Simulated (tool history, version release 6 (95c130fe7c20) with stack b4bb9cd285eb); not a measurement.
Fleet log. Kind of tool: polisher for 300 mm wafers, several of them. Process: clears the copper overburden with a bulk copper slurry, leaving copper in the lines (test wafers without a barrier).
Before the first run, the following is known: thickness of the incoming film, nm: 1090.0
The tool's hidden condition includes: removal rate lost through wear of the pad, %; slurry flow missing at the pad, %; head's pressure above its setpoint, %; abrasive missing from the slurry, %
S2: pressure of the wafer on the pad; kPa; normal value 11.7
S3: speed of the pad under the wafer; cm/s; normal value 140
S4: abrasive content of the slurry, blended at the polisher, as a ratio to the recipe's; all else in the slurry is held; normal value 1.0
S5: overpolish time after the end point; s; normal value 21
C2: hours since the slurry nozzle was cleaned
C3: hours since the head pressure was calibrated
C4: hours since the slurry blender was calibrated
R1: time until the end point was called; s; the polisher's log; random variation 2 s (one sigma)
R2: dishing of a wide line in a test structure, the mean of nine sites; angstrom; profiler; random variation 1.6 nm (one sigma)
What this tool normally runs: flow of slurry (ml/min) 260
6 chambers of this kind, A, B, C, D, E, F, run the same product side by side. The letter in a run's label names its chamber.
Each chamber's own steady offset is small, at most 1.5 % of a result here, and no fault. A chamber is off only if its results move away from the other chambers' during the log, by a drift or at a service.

-- hour=2.2 chamber F: slurry nozzle cleaned
run 1C hour=3.3 | flow_of_slurry_(ml/min)=260 S2=11.7 S3=140 S4=1.0 S5=21 | wafers_polished_on_this_pad=785 C2=75.6 C3=50.9 C4=252.3 | R1=118.60 R2=768.36
-- hour=6.5 chamber C: worn pad replaced by a new one
run 2E hour=7.1 | flow_of_slurry_(ml/min)=260 S2=11.7 S3=140 S4=1.0 S5=21 | wafers_polished_on_this_pad=577 C2=194.6 C3=686.0 C4=310.3 | R1=116.45 R2=793.14
run 3F hour=13.0 | flow_of_slurry_(ml/min)=260 S2=11.7 S3=140 S4=1.0 S5=21 | wafers_polished_on_this_pad=945 C2=10.9 C3=1077.2 C4=387.3 | R1=117.85 R2=800.52
run 4B hour=16.1 | flow_of_slurry_(ml/min)=260 S2=11.7 S3=140 S4=1.0 S5=21 | wafers_polished_on_this_pad=732 C2=258.8 C3=932.5 C4=21.7 | R1=118.07 R2=789.76
run 5A hour=19.8 | flow_of_slurry_(ml/min)=340 S2=11.7 S3=140 S4=1.1 S5=21 | wafers_polished_on_this_pad=512 C2=116.4 C3=577.2 C4=58.6 | R1=108.75 R2=753.91
run 6D hour=23.3 | flow_of_slurry_(ml/min)=340 S2=11.7 S3=140 S4=1.1 S5=21 | wafers_polished_on_this_pad=359 C2=395.0 C3=280.8 C4=114.8 | R1=111.50 R2=793.73
run 7A hour=26.7 | flow_of_slurry_(ml/min)=340 S2=11.7 S3=140 S4=1.1 S5=21 | wafers_polished_on_this_pad=553 C2=123.3 C3=584.1 C4=65.5 | R1=109.35 R2=802.06
-- hour=28.4 chamber E: slurry blender recalibrated
run 8C hour=31.4 | flow_of_slurry_(ml/min)=340 S2=11.7 S3=140 S4=1.1 S5=21 | wafers_polished_on_this_pad=148 C2=103.7 C3=79.0 C4=280.4 | R1=111.13 R2=798.36
run 9F hour=34.3 | flow_of_slurry_(ml/min)=340 S2=11.7 S3=140 S4=1.1 S5=21 | wafers_polished_on_this_pad=1072 C2=32.2 C3=1098.5 C4=408.6 | R1=107.22 R2=810.36
run 10B hour=40.3 | flow_of_slurry_(ml/min)=340 S2=11.7 S3=140 S4=1.1 S5=21 | wafers_polished_on_this_pad=876 C2=283.0 C3=956.7 C4=45.9 | R1=109.95 R2=809.13
-- hour=45.3 chamber F: worn pad replaced by a new one
run 11D hour=45.4 | flow_of_slurry_(ml/min)=260 S2=11.7 S3=140 S4=1.0 S5=21 | wafers_polished_on_this_pad=491 C2=417.1 C3=302.9 C4=136.9 | R1=117.04 R2=798.51
run 12E hour=50.5 | flow_of_slurry_(ml/min)=260 S2=11.7 S3=140 S4=1.0 S5=21 | wafers_polished_on_this_pad=836 C2=238.0 C3=729.4 C4=22.2 | R1=118.69 R2=800.32
run 13F hour=53.6 | flow_of_slurry_(ml/min)=260 S2=11.7 S3=140 S4=1.0 S5=21 | wafers_polished_on_this_pad=50 C2=51.5 C3=1117.8 C4=427.9 | R1=117.01 R2=823.29
run 14A hour=57.4 | flow_of_slurry_(ml/min)=325 S2=11.7 S3=140 S4=1.0 S5=21 | wafers_polished_on_this_pad=736 C2=154.0 C3=614.8 C4=96.2 | R1=112.95 R2=786.04
run 15B hour=63.7 | flow_of_slurry_(ml/min)=325 S2=11.7 S3=140 S4=1.0 S5=21 | wafers_polished_on_this_pad=1016 C2=306.4 C3=980.1 C4=69.3 | R1=114.30 R2=811.39
run 16C hour=68.5 | flow_of_slurry_(ml/min)=325 S2=11.7 S3=140 S4=1.0 S5=21 | wafers_polished_on_this_pad=369 C2=140.8 C3=116.1 C4=317.5 | R1=114.81 R2=773.57
-- hour=73.3 chamber B: head pressure recalibrated
run 17E hour=74.7 | flow_of_slurry_(ml/min)=325 S2=11.7 S3=140 S4=1.0 S5=21 | wafers_polished_on_this_pad=980 C2=262.2 C3=753.6 C4=46.4 | R1=115.21 R2=789.20
run 18D hour=78.5 | flow_of_slurry_(ml/min)=325 S2=11.7 S3=140 S4=1.0 S5=21 | wafers_polished_on_this_pad=688 C2=450.2 C3=336.0 C4=170.0 | R1=115.00 R2=831.72
-- hour=83.9 chamber D: worn pad replaced by a new one
run 19A hour=84.8 | flow_of_slurry_(ml/min)=325 S2=11.7 S3=140 S4=1.0 S5=21 | wafers_polished_on_this_pad=900 C2=181.4 C3=642.2 C4=123.6 | R1=112.92 R2=825.60
run 20E hour=89.3 | flow_of_slurry_(ml/min)=260 S2=11.7 S3=140 S4=0.8 S5=26 | wafers_polished_on_this_pad=1067 C2=276.8 C3=768.2 C4=61.0 | R1=124.32 R2=815.44
run 21C hour=93.4 | flow_of_slurry_(ml/min)=260 S2=11.7 S3=140 S4=0.8 S5=26 | wafers_polished_on_this_pad=517 C2=165.7 C3=141.0 C4=342.4 | R1=121.17 R2=834.37
run 22F hour=98.9 | flow_of_slurry_(ml/min)=260 S2=11.7 S3=140 S4=0.8 S5=26 | wafers_polished_on_this_pad=319 C2=96.8 C3=1163.1 C4=473.2 | R1=122.04 R2=859.45
run 23D hour=103.2 | flow_of_slurry_(ml/min)=260 S2=11.7 S3=140 S4=0.8 S5=26 | wafers_polished_on_this_pad=115 C2=474.9 C3=360.7 C4=194.7 | R1=125.92 R2=849.55
run 24B hour=106.9 | flow_of_slurry_(ml/min)=260 S2=11.7 S3=140 S4=0.8 S5=26 | wafers_polished_on_this_pad=1273 C2=349.6 C3=33.7 C4=112.5 | R1=123.87 R2=835.20
-- hour=107.1 chamber B: worn pad replaced by a new one
-- hour=110.1 chamber C: worn pad replaced by a new one
run 25C hour=112.7 | flow_of_slurry_(ml/min)=260 S2=11.7 S3=140 S4=0.8 S5=26 | wafers_polished_on_this_pad=15 C2=185.0 C3=160.3 C4=361.7 | R1=123.98 R2=817.07
run 26A hour=116.3 | flow_of_slurry_(ml/min)=260 S2=11.7 S3=140 S4=1.0 S5=21 | wafers_polished_on_this_pad=1087 C2=212.9 C3=673.7 C4=155.1 | R1=127.32 R2=753.75
run 27B hour=120.3 | flow_of_slurry_(ml/min)=260 S2=11.7 S3=140 S4=1.0 S5=21 | wafers_polished_on_this_pad=78 C2=363.0 C3=47.1 C4=125.9 | R1=117.29 R2=793.43
run 28E hour=123.5 | flow_of_slurry_(ml/min)=260 S2=11.7 S3=140 S4=1.0 S5=21 | wafers_polished_on_this_pad=1271 C2=311.0 C3=802.4 C4=95.2 | R1=119.60 R2=777.50
run 29D hour=127.0 | flow_of_slurry_(ml/min)=260 S2=11.7 S3=140 S4=1.0 S5=21 | wafers_polished_on_this_pad=257 C2=498.7 C3=384.5 C4=218.5 | R1=115.66 R2=787.91
run 30F hour=130.3 | flow_of_slurry_(ml/min)=345 S2=11.7 S3=140 S4=1.0 S5=21 | wafers_polished_on_this_pad=507 C2=128.2 C3=1194.5 C4=504.6 | R1=112.33 R2=811.46
run 31A hour=135.5 | flow_of_slurry_(ml/min)=345 S2=11.7 S3=140 S4=1.0 S5=21 | wafers_polished_on_this_pad=1202 C2=232.1 C3=692.9 C4=174.3 | R1=120.64 R2=776.55
-- hour=136.1 chamber A: slurry blender recalibrated
-- hour=137.3 chamber B: slurry blender recalibrated
-- hour=139.8 chamber C: slurry blender recalibrated
run 32E hour=141.1 | flow_of_slurry_(ml/min)=345 S2=11.7 S3=140 S4=1.0 S5=21 | wafers_polished_on_this_pad=1376 C2=328.6 C3=820.0 C4=112.8 | R1=119.22 R2=799.54
-- hour=141.6 chamber E: worn pad replaced by a new one
-- hour=146.3 chamber E: head pressure recalibrated
run 33F hour=147.3 | flow_of_slurry_(ml/min)=345 S2=11.7 S3=140 S4=1.0 S5=21 | wafers_polished_on_this_pad=608 C2=145.2 C3=1211.5 C4=521.6 | R1=110.29 R2=796.58
run 34B hour=152.9 | flow_of_slurry_(ml/min)=345 S2=11.7 S3=140 S4=1.0 S5=21 | wafers_polished_on_this_pad=273 C2=395.6 C3=79.7 C4=15.6 | R1=111.76 R2=819.57
run 35D hour=157.4 | flow_of_slurry_(ml/min)=345 S2=11.7 S3=140 S4=1.0 S5=21 | wafers_polished_on_this_pad=438 C2=529.1 C3=414.9 C4=248.9 | R1=114.24 R2=806.62
run 36C hour=161.5 | flow_of_slurry_(ml/min)=260 S2=11.7 S3=140 S4=1.0 S5=21 | wafers_polished_on_this_pad=306 C2=233.8 C3=209.1 C4=21.8 | R1=119.18 R2=772.59
run 37A hour=164.6 | flow_of_slurry_(ml/min)=260 S2=11.7 S3=140 S4=1.0 S5=21 | wafers_polished_on_this_pad=1375 C2=261.2 C3=722.0 C4=28.6 | R1=129.77 R2=736.45
run 38B hour=167.4 | flow_of_slurry_(ml/min)=260 S2=11.7 S3=140 S4=1.0 S5=21 | wafers_polished_on_this_pad=359 C2=410.1 C3=94.2 C4=30.1 | R1=118.57 R2=786.41
run 39D hour=173.0 | flow_of_slurry_(ml/min)=260 S2=11.7 S3=140 S4=1.0 S5=21 | wafers_polished_on_this_pad=531 C2=544.7 C3=430.5 C4=264.5 | R1=116.65 R2=799.64
run 40E hour=176.6 | flow_of_slurry_(ml/min)=260 S2=11.7 S3=140 S4=1.0 S5=21 | wafers_polished_on_this_pad=208 C2=364.1 C3=30.3 C4=148.3 | R1=118.37 R2=777.88

One chamber off, gauge drift, or nothing amiss beyond the chambers' own small offsets? If it is a chamber, which one, and what is the likeliest cause?

It is chamber A that slowly wanders off from its peers.
What lies behind it: removal rate lost through wear of the pad, % = 12.
It could be hard to tell apart here from: head's pressure below its setpoint, %.

Here are 4 candidates for chamber A's next run, each the usual settings with a change, their results left as question marks. Which one brings its results back in line with what the others give on the usual settings?
Counts as in line when no further than this from what the other chambers average on the usual settings: R1 6.90 s; R2 57.00 angstrom
run 41A-1 hour=181.1 | flow_of_slurry_(ml/min)=265 S2=13.1 S3=160 S4=1.0 S5=21 | R1=? R2=?
run 41A-2 hour=181.1 | flow_of_slurry_(ml/min)=260 S2=11.0 S3=132 S4=1.0 S5=21 | R1=? R2=?
run 41A-3 hour=181.1 | flow_of_slurry_(ml/min)=260 S2=12.4 S3=148 S4=1.0 S5=21 | R1=? R2=?
run 41A-4 hour=181.1 | flow_of_slurry_(ml/min)=255 S2=10.3 S3=122 S4=1.0 S5=22 | R1=? R2=?

Other chambers, usual settings, mean: R1 117.04 s; R2 788.43 angstrom
run=41A-1 R1=104.35 R2=829.29
run=41A-2 R1=150.84 R2=683.38
run=41A-3 R1=119.43 R2=777.48
run=41A-4 R1=174.65 R2=642.17
Change 41A-3 lands the chamber within the allowed miss of the other chambers.
